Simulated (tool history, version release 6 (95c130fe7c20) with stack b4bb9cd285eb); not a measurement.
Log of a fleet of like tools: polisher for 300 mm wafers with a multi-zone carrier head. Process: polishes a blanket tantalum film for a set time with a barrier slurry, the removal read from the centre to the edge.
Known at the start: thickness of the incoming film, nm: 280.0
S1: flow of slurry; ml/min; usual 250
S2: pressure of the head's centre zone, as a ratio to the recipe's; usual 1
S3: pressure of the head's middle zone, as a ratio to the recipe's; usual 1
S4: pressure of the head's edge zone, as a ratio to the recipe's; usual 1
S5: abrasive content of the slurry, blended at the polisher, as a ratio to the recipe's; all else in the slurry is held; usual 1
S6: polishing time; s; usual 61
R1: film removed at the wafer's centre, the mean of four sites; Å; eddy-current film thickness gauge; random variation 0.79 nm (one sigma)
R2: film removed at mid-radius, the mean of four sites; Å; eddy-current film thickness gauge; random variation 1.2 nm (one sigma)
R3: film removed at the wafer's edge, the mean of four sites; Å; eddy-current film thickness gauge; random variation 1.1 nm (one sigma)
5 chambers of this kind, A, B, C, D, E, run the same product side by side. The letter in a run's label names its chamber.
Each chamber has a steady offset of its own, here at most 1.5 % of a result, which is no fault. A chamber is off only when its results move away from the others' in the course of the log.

run	hour	S1	S2	S3	S4	S5	S6	R1	R2	R3
1B	4.7	250	1	1	1	1	61	874.45	840.47	885.04
2A	8.5	250	1	1	1	1	61	863.63	868.31	883.31
3C	12.9	250	1	1	1	1	61	868.98	880.52	856.8
4D	17.3	250	1	1	1	1	61	867.96	889.92	855.81
# hour 19.8: chamber E: centre zone pressure recalibrated
5E	21.7	250	1	1	1	1	61	866.62	851.48	861.93
# hour 22.8: chamber D: worn pad replaced by a new one
6D	24.1	250	1	1	1	1	61	869.79	882.43	872.65
# hour 27.7: chamber C: worn pad replaced by a new one
7A	28.2	250	1	1	1	1	61	859.07	858.63	874.23
8E	32	250	1	1	1	1	61	877.21	873.83	872.65
9C	35.4	250	1	1	1	1	61	875.68	858.49	872.49
10B	39.7	250	1	1	1	1	61	865.73	861.06	887.89
11D	44.7	250	1	1	1	1	61	878.88	880.76	866.33
12B	47.9	250	1	1	1	1	61	855.66	861.24	851.11
# hour 50.1: chamber B: worn pad replaced by a new one
13C	51.2	250	1	1	1	1	61	863.3	871.17	866.48
14E	56.1	250	1	1	1	1	61	867.53	853.51	855.51
# hour 57.2: chamber A: worn pad replaced by a new one
15A	59.2	250	1	1	1.11	1	61	842.93	874.52	935.35
16D	63.5	250	1	1	1.11	1	61	858.54	863.86	924.34
17C	66.8	250	1	1	1.11	1	61	875.14	874.43	902.64
# hour 67.3: chamber D: centre zone pressure recalibrated
18E	71	250	1	1	1.11	1	61	869.71	858.85	898.47
19A	73.8	250	1	1	1.11	1	61	836.43	864.29	899.83
# hour 74.7: chamber C: edge zone pressure recalibrated
20B	76.2	250	1	1	1	1	61	856.62	878.4	892.99
# hour 80.6: chamber E: slurry nozzle cleaned
21B	81.2	250	1	1	1	1	61	869.34	843.05	877.09
# hour 82.4: chamber D: worn pad replaced by a new one
22A	83.9	250	1	1	1	1	61	835.83	841.17	865.65
23C	86.4	250	1	1	1	1	61	861.67	866.64	885.34
# hour 89.5: chamber E: worn pad replaced by a new one
24D	89.5	185	1	1	1	1	61	825.17	848.6	834.45
25E	92.2	185	1	1	1	1	61	820.11	838.08	874.28
# hour 94.1: chamber D: edge zone pressure recalibrated
26C	95.9	185	1	1	1	1	61	833.56	838.61	841.91
27A	99.6	185	1	1	1	1	61	798.22	791.33	814.59
28B	103.7	185	1	1	1	1	61	827	812.97	828.23
29E	106.9	250	1	1	1	1	61	873.78	878.9	884.77
30D	111.7	250	1.1	1	1	1	76	1200.5	1071.2	1093.4
# hour 112.5: chamber C: worn pad replaced by a new one
31D	116.2	250	1.1	1	1	1	76	1216.4	1101.4	1067
32A	119.6	250	1.1	1	1	1	76	1167.2	1035.5	1079.8
33C	123	250	1.1	1	1	1	76	1228.9	1086.7	1123.7
34B	127.9	250	1.1	1	1	1	76	1187.9	1073.6	1118.3
35E	131.1	250	1	1	1	1	61	877.92	866.43	879.61
# hour 133.5: chamber B: worn pad replaced by a new one
36C	133.6	250	1	1	1	1	61	873.11	852.86	858.83
37B	135.9	250	1	1	1	1	61	873.03	871.26	869.25
38D	139.4	250	1	1	1	1	61	878.19	882.81	847.09
# hour 139.6: chamber A: worn pad replaced by a new one
39A	143.9	250	1	1	1	1	61	822.09	820.37	836.31
40E	148.4	250	1	1	1	1	61	864.78	864.48	862.27
41E	153.1	250	1	1	1	1	61	871.44	869.73	860.88
42C	156.8	250	1	1	1	1	61	876.72	857.62	862.35

Is one chamber off against the others, does the gauge drift, or is nothing wrong? If a chamber is off, say which, and what the likeliest cause is.

Chamber A drifts away from the others.
Cause: slurry flow missing at the pad, % = 30.1.

Here are 4 candidates for chamber A's next run, each the usual settings with a change, their results left as question marks. Which one brings its results back in line with what the others give on the usual settings?
In line means no further than this from the other chambers' mean on the usual settings: R1 28 Å; R2 41 Å; R3 40 Å
43A-1	160.4	260	1.04	1.02	0.97	1	65	?	?	?
43A-2	160.4	245	0.98	0.99	1.02	1	59	?	?	?
43A-3	160.4	240	0.96	0.98	1.03	1	57	?	?	?
43A-4	160.4	255	1.02	1.01	0.98	1	63	?	?	?

The other chambers' mean on the usual settings: R1 870.93 Å; R2 868.51 Å; R3 871.66 Å
run	R1	R2	R3
43A-1	914.32	893.08	889.02
43A-2	768.36	781.47	823.19
43A-3	722.54	745.5	797.52
43A-4	864.24	855.28	864.46
43A-4 brings the chamber back in line.

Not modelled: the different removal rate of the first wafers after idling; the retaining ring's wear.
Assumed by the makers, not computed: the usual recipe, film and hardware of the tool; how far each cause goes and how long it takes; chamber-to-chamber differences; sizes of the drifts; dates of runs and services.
